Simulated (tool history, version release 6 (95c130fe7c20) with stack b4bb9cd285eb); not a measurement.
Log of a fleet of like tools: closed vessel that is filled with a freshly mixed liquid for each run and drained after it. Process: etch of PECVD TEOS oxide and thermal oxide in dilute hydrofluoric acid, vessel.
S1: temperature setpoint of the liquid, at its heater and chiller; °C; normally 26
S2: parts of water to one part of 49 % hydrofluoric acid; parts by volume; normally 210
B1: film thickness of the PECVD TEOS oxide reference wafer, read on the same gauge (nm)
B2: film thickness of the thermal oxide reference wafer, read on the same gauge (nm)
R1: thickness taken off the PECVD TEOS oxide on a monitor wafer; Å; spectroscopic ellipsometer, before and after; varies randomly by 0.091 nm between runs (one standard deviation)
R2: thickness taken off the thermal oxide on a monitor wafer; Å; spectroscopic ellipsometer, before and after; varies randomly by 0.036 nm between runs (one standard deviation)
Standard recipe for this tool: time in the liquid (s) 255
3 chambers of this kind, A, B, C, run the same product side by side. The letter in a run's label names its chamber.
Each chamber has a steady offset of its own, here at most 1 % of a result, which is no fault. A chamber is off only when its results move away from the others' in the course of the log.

Run 1A, day 0.362: usual settings; B1 59.981; B2 80.007. Result: R1 171.95 Å, R2 55.181 Å.
Run 2B, day 0.717: usual settings; B1 60.001; B2 79.982. Result: R1 170.8 Å, R2 55.365 Å.
Run 3C, day 1.108: usual settings; B1 59.98; B2 79.989. Result: R1 171.08 Å, R2 55.787 Å.
Run 4B, day 1.404: usual settings; B1 59.969; B2 79.974. Result: R1 170.42 Å, R2 55.185 Å.
Run 5C, day 1.8: usual settings; B1 60.047; B2 80.02. Result: R1 170.02 Å, R2 55.229 Å.
Run 6A, day 2.117: usual settings; B1 59.98; B2 79.982. Result: R1 173.45 Å, R2 54.836 Å.
Run 7A, day 2.446: usual settings; B1 60.024; B2 80.017. Result: R1 172.49 Å, R2 54.684 Å.
Run 8B, day 2.758: usual settings but S1 23 °C, S2 120 parts by volume; B1 60.038; B2 80.055. Result: R1 299.55 Å, R2 96.244 Å.
Run 9C, day 3.125: usual settings but S1 23 °C, S2 120 parts by volume; B1 60; B2 79.988. Result: R1 296.28 Å, R2 95.653 Å.
Run 10C, day 3.388: usual settings but S1 23 °C, S2 120 parts by volume; B1 59.939; B2 80. Result: R1 299.09 Å, R2 96.978 Å.
Run 11B, day 3.762: usual settings but S2 285 parts by volume; B1 59.96; B2 80.018. Result: R1 116.28 Å, R2 36.804 Å.
Run 12A, day 4.042: usual settings but S2 285 parts by volume; B1 59.978; B2 79.99. Result: R1 116.41 Å, R2 36.882 Å.
Run 13C, day 4.433: usual settings but S2 285 parts by volume; B1 59.984; B2 79.971. Result: R1 114.89 Å, R2 37.381 Å.
Run 14A, day 4.783: usual settings; B1 60.018; B2 79.969. Result: R1 174.29 Å, R2 54.608 Å.
Run 15B, day 5.167: usual settings; B1 60.04; B2 80.003. Result: R1 166.93 Å, R2 53.552 Å.
Run 16B, day 5.371: usual settings but time in the liquid (s) 395; B1 59.971; B2 80.013. Result: R1 259.71 Å, R2 82.442 Å.
Run 17A, day 5.683: usual settings but time in the liquid (s) 395; B1 59.942; B2 80.016. Result: R1 267.96 Å, R2 84.984 Å.
Run 18C, day 6.004: usual settings but time in the liquid (s) 395; B1 59.966; B2 80.042. Result: R1 263.88 Å, R2 84.453 Å.
Run 19A, day 6.283: usual settings; B1 60.008; B2 80.021. Result: R1 172.39 Å, R2 54.765 Å.
Run 20C, day 6.579: usual settings; B1 60.027; B2 79.957. Result: R1 170.61 Å, R2 55.153 Å.
Run 21B, day 6.862: usual settings; B1 59.983; B2 80.057. Result: R1 162.48 Å, R2 51.878 Å.
Run 22C, day 7.062: usual settings; B1 59.977; B2 80.002. Result: R1 169.34 Å, R2 54.798 Å.
Run 23A, day 7.271: usual settings; B1 59.99; B2 80.028. Result: R1 172.99 Å, R2 54.599 Å.
Run 24B, day 7.583: usual settings but S1 22 °C; B1 60.02; B2 80.044. Result: R1 139.61 Å, R2 44.11 Å.
Run 25A, day 7.875: usual settings but S1 22 °C; B1 59.98; B2 79.984. Result: R1 147.97 Å, R2 47.329 Å.

Does one chamber stand apart from the rest, does the shared gauge drift, or is all well apart from small per-chamber offsets? Give the chamber and the most likely cause, where there is one.

One chamber, B, drifts off from the rest bit by bit.
What lies behind it: hydrofluoric acid flow below the setpoint (%) = 6.06.
The log may not separate it from: liquid colder than its thermometer reads (K).

Which of the 4 candidates below, each the usual settings with something changed and its results left as question marks, puts chamber B back in line with what the other chambers give on the usual settings?
Allowed miss from the other chambers' usual-settings mean, per result, to count as in line: R1 3.2 Å; R2 1.3 Å
Run 26B-1, day 8.158: usual settings but S2 205 parts by volume, time in the liquid (s) 265. Result: R1 ?, R2 ?.
Run 26B-2, day 8.158: usual settings but S2 215 parts by volume, time in the liquid (s) 245. Result: R1 ?, R2 ?.
Run 26B-3, day 8.158: usual settings but S2 200 parts by volume, time in the liquid (s) 270. Result: R1 ?, R2 ?.
Run 26B-4, day 8.158: usual settings but S2 220 parts by volume, time in the liquid (s) 240. Result: R1 ?, R2 ?.

Average result of the remaining chambers running the usual settings: R1 171.27 Å; R2 54.957 Å
  run      R1      R2
26B-1  170.39  54.512
26B-2  148.46  47.495
26B-3  178.99  57.264
26B-4   141.3  45.205
The answer is 26B-1, which returns the chamber to within the allowed miss of the others.
